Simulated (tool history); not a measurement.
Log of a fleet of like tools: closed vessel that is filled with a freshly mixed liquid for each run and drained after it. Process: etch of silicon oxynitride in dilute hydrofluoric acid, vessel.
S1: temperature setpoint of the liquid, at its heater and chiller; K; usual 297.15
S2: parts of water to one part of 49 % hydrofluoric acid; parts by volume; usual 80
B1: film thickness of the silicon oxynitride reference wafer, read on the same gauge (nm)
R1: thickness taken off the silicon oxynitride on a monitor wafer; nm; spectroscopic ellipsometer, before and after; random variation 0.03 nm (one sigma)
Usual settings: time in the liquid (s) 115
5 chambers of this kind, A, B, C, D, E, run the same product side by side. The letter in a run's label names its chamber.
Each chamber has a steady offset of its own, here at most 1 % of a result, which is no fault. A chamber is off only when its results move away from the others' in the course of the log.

{"run": "1E", "hour": 6.5, "S1": 297.15, "S2": 80, "time in the liquid (s)": 115, "B1": 99.992, "R1": 5.3367}
{"run": "2A", "hour": 14.8, "S1": 297.15, "S2": 80, "time in the liquid (s)": 115, "B1": 100.01, "R1": 5.3665}
{"hour": 15.0, "done": "chamber B: hydrofluoric acid flow meter replaced"}
{"run": "3B", "hour": 26.9, "S1": 297.15, "S2": 80, "time in the liquid (s)": 115, "B1": 100, "R1": 5.2717}
{"run": "4C", "hour": 35.3, "S1": 297.15, "S2": 80, "time in the liquid (s)": 115, "B1": 100.01, "R1": 5.3718}
{"run": "5D", "hour": 48.0, "S1": 297.15, "S2": 80, "time in the liquid (s)": 115, "B1": 100.01, "R1": 5.249}
{"run": "6A", "hour": 61.4, "S1": 297.15, "S2": 80, "time in the liquid (s)": 115, "B1": 100.04, "R1": 5.3416}
{"run": "7D", "hour": 68.1, "S1": 297.15, "S2": 80, "time in the liquid (s)": 115, "B1": 100.01, "R1": 5.3502}
{"run": "8B", "hour": 80.6, "S1": 297.15, "S2": 80, "time in the liquid (s)": 115, "B1": 100.04, "R1": 5.3474}
{"run": "9C", "hour": 87.1, "S1": 297.15, "S2": 80, "time in the liquid (s)": 115, "B1": 100, "R1": 5.2962}
{"run": "10E", "hour": 96.7, "S1": 297.15, "S2": 80, "time in the liquid (s)": 60, "B1": 100, "R1": 2.7387}
{"hour": 100.1, "done": "chamber A: thermometer replaced"}
{"run": "11C", "hour": 111.2, "S1": 297.15, "S2": 80, "time in the liquid (s)": 60, "B1": 99.986, "R1": 2.7689}
{"hour": 119.0, "done": "chamber E: thermometer replaced"}
{"run": "12B", "hour": 119.4, "S1": 297.15, "S2": 80, "time in the liquid (s)": 60, "B1": 99.986, "R1": 2.7924}
{"hour": 123.7, "done": "chamber D: hydrofluoric acid flow meter replaced"}
{"run": "13E", "hour": 132.6, "S1": 297.15, "S2": 80, "time in the liquid (s)": 60, "B1": 99.987, "R1": 2.7499}
{"run": "14D", "hour": 144.1, "S1": 297.15, "S2": 80, "time in the liquid (s)": 60, "B1": 100.01, "R1": 2.7682}
{"run": "15A", "hour": 156.0, "S1": 300.65, "S2": 80, "time in the liquid (s)": 115, "B1": 99.995, "R1": 6.3795}
{"hour": 163.3, "done": "chamber A: hydrofluoric acid flow meter replaced"}
{"run": "16A", "hour": 168.0, "S1": 300.65, "S2": 80, "time in the liquid (s)": 115, "B1": 99.981, "R1": 6.3025}
{"run": "17D", "hour": 179.5, "S1": 300.65, "S2": 80, "time in the liquid (s)": 115, "B1": 99.996, "R1": 6.2652}
{"run": "18E", "hour": 192.8, "S1": 300.65, "S2": 80, "time in the liquid (s)": 115, "B1": 100, "R1": 6.2295}
{"run": "19B", "hour": 205.4, "S1": 300.65, "S2": 80, "time in the liquid (s)": 115, "B1": 100.02, "R1": 6.2549}
{"run": "20C", "hour": 217.3, "S1": 301.65, "S2": 80, "time in the liquid (s)": 115, "B1": 100.04, "R1": 6.5953}
{"run": "21C", "hour": 225.6, "S1": 301.65, "S2": 80, "time in the liquid (s)": 115, "B1": 100.02, "R1": 6.605}
{"run": "22A", "hour": 239.6, "S1": 301.65, "S2": 80, "time in the liquid (s)": 115, "B1": 99.975, "R1": 6.6611}
{"run": "23D", "hour": 251.1, "S1": 301.65, "S2": 80, "time in the liquid (s)": 115, "B1": 99.994, "R1": 6.6056}
{"run": "24E", "hour": 262.1, "S1": 301.65, "S2": 80, "time in the liquid (s)": 115, "B1": 99.985, "R1": 6.576}
{"run": "25B", "hour": 272.7, "S1": 297.15, "S2": 80, "time in the liquid (s)": 115, "B1": 99.997, "R1": 5.3197}
{"run": "26E", "hour": 279.5, "S1": 297.15, "S2": 80, "time in the liquid (s)": 115, "B1": 100.02, "R1": 5.3426}
{"run": "27B", "hour": 288.7, "S1": 297.15, "S2": 80, "time in the liquid (s)": 115, "B1": 100.01, "R1": 5.3442}
{"run": "28D", "hour": 295.7, "S1": 297.15, "S2": 80, "time in the liquid (s)": 115, "B1": 100.03, "R1": 5.3255}
{"run": "29C", "hour": 308.3, "S1": 297.15, "S2": 80, "time in the liquid (s)": 115, "B1": 99.98, "R1": 5.3517}
{"run": "30A", "hour": 319.5, "S1": 297.15, "S2": 80, "time in the liquid (s)": 115, "B1": 100.02, "R1": 5.4081}
{"run": "31E", "hour": 333.9, "S1": 297.15, "S2": 80, "time in the liquid (s)": 115, "B1": 99.997, "R1": 5.3217}
{"run": "32D", "hour": 345.5, "S1": 297.15, "S2": 80, "time in the liquid (s)": 115, "B1": 99.98, "R1": 5.3093}

Next, every chamber runs the same settings. What will each give?
{"run": "33A", "hour": 356.0, "S1": 297.15, "S2": 80, "time in the liquid (s)": 115, "R1": "?"}
{"run": "33B", "hour": 356.0, "S1": 297.15, "S2": 80, "time in the liquid (s)": 115, "R1": "?"}
{"run": "33C", "hour": 356.0, "S1": 297.15, "S2": 80, "time in the liquid (s)": 115, "R1": "?"}
{"run": "33D", "hour": 356.0, "S1": 297.15, "S2": 80, "time in the liquid (s)": 115, "R1": "?"}
{"run": "33E", "hour": 356.0, "S1": 297.15, "S2": 80, "time in the liquid (s)": 115, "R1": "?"}

run=33A R1=5.4028
run=33B R1=5.3519
run=33C R1=5.3472
run=33D R1=5.3363
run=33E R1=5.3509
